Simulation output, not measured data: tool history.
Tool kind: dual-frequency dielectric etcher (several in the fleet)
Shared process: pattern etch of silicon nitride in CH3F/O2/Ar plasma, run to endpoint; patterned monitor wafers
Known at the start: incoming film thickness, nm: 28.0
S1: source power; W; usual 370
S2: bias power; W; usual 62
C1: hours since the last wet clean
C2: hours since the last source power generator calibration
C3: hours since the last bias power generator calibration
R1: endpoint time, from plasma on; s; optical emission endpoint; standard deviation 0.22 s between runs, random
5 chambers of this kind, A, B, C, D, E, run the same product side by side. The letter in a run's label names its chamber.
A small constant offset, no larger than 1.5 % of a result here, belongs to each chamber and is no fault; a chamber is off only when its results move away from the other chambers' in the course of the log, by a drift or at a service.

Run 1A, hour 5.4: usual settings; C1 102.7; C2 1701.6; C3 702.7. Result: R1 44.334 s.
Run 2B, hour 10.1: usual settings; C1 341.9; C2 2898.3; C3 3035.6. Result: R1 43.743 s.
Run 3D, hour 15.7: usual settings; C1 115.6; C2 257.4; C3 948.1. Result: R1 43.368 s.
Run 4C, hour 24.5: usual settings; C1 130.9; C2 2025.7; C3 1789.2. Result: R1 43.497 s.
Run 5E, hour 29.4: usual settings; C1 569.5; C2 810.3; C3 341.4. Result: R1 43.527 s.
Run 6A, hour 36.8: usual settings but S2 53 W; C1 134.1; C2 1733; C3 734.1. Result: R1 46.643 s.
Run 7D, hour 45.2: usual settings but S2 53 W; C1 145.1; C2 286.9; C3 977.6. Result: R1 45.976 s.
At hour 49.8: chamber E: wet clean of the chamber.
Run 8C, hour 51.2: usual settings but S2 53 W; C1 157.6; C2 2052.4; C3 1815.9. Result: R1 46.073 s.
Run 9B, hour 59.6: usual settings but S2 53 W; C1 391.4; C2 2947.8; C3 3085.1. Result: R1 45.959 s.
Run 10E, hour 66.1: usual settings but S2 53 W; C1 16.3; C2 847; C3 378.1. Result: R1 46.15 s.
Run 11D, hour 73.5: usual settings; C1 173.4; C2 315.2; C3 1005.9. Result: R1 43.548 s.
Run 12B, hour 80.3: usual settings but S1 420 W, S2 70 W; C1 412.1; C2 2968.5; C3 3105.8. Result: R1 40.136 s.
Run 13A, hour 85: usual settings but S1 420 W, S2 70 W; C1 182.3; C2 1781.2; C3 782.3. Result: R1 40.521 s.
Run 14C, hour 89.8: usual settings but S1 420 W, S2 70 W; C1 196.2; C2 2091; C3 1854.5. Result: R1 39.744 s.
At hour 93.6: chamber B: source power generator calibrated.
Run 15E, hour 95.8: usual settings but S1 420 W, S2 70 W; C1 46; C2 876.7; C3 407.8. Result: R1 40.098 s.
Run 16E, hour 101.7: usual settings but S1 420 W, S2 70 W; C1 51.9; C2 882.6; C3 413.7. Result: R1 40.336 s.
Run 17A, hour 108.8: usual settings; C1 206.1; C2 1805; C3 806.1. Result: R1 44.457 s.
Run 18B, hour 114.1: usual settings; C1 445.9; C2 20.6; C3 3139.6. Result: R1 43.455 s.
Run 19D, hour 122.6: usual settings; C1 222.5; C2 364.3; C3 1055. Result: R1 43.928 s.
Run 20C, hour 130.3: usual settings; C1 236.7; C2 2131.5; C3 1895. Result: R1 43.331 s.
Run 21C, hour 139.1: usual settings; C1 245.5; C2 2140.3; C3 1903.8. Result: R1 43.671 s.
Run 22B, hour 144.1: usual settings; C1 475.9; C2 50.6; C3 3169.6. Result: R1 43.547 s.
Run 23E, hour 148: usual settings; C1 98.2; C2 928.9; C3 460. Result: R1 44.004 s.
Run 24A, hour 153.5: usual settings; C1 250.8; C2 1849.7; C3 850.8. Result: R1 44.624 s.
Run 25D, hour 159.6: usual settings but S2 68 W; C1 259.5; C2 401.3; C3 1092. Result: R1 42.614 s.
At hour 166: chamber B: wet clean of the chamber.
Run 26A, hour 167.2: usual settings but S2 68 W; C1 264.5; C2 1863.4; C3 864.5. Result: R1 43.376 s.
Run 27D, hour 174: usual settings but S2 68 W; C1 273.9; C2 415.7; C3 1106.4. Result: R1 42.436 s.
Run 28E, hour 178.3: usual settings but S2 68 W; C1 128.5; C2 959.2; C3 490.3. Result: R1 42.742 s.
Run 29C, hour 184: usual settings but S2 68 W; C1 290.4; C2 2185.2; C3 1948.7. Result: R1 42.431 s.
Run 30B, hour 191.6: usual settings; C1 25.6; C2 98.1; C3 3217.1. Result: R1 43.317 s.
Run 31A, hour 199.4: usual settings; C1 296.7; C2 1895.6; C3 896.7. Result: R1 44.663 s.
Run 32D, hour 203.8: usual settings; C1 303.7; C2 445.5; C3 1136.2. Result: R1 44.197 s.

One chamber off, gauge drift, or nothing amiss beyond the chambers' own small offsets? If it is a chamber, which one, and what is the likeliest cause?

Beyond each chamber's small constant offset nothing stands out, and the gauge stays steady.
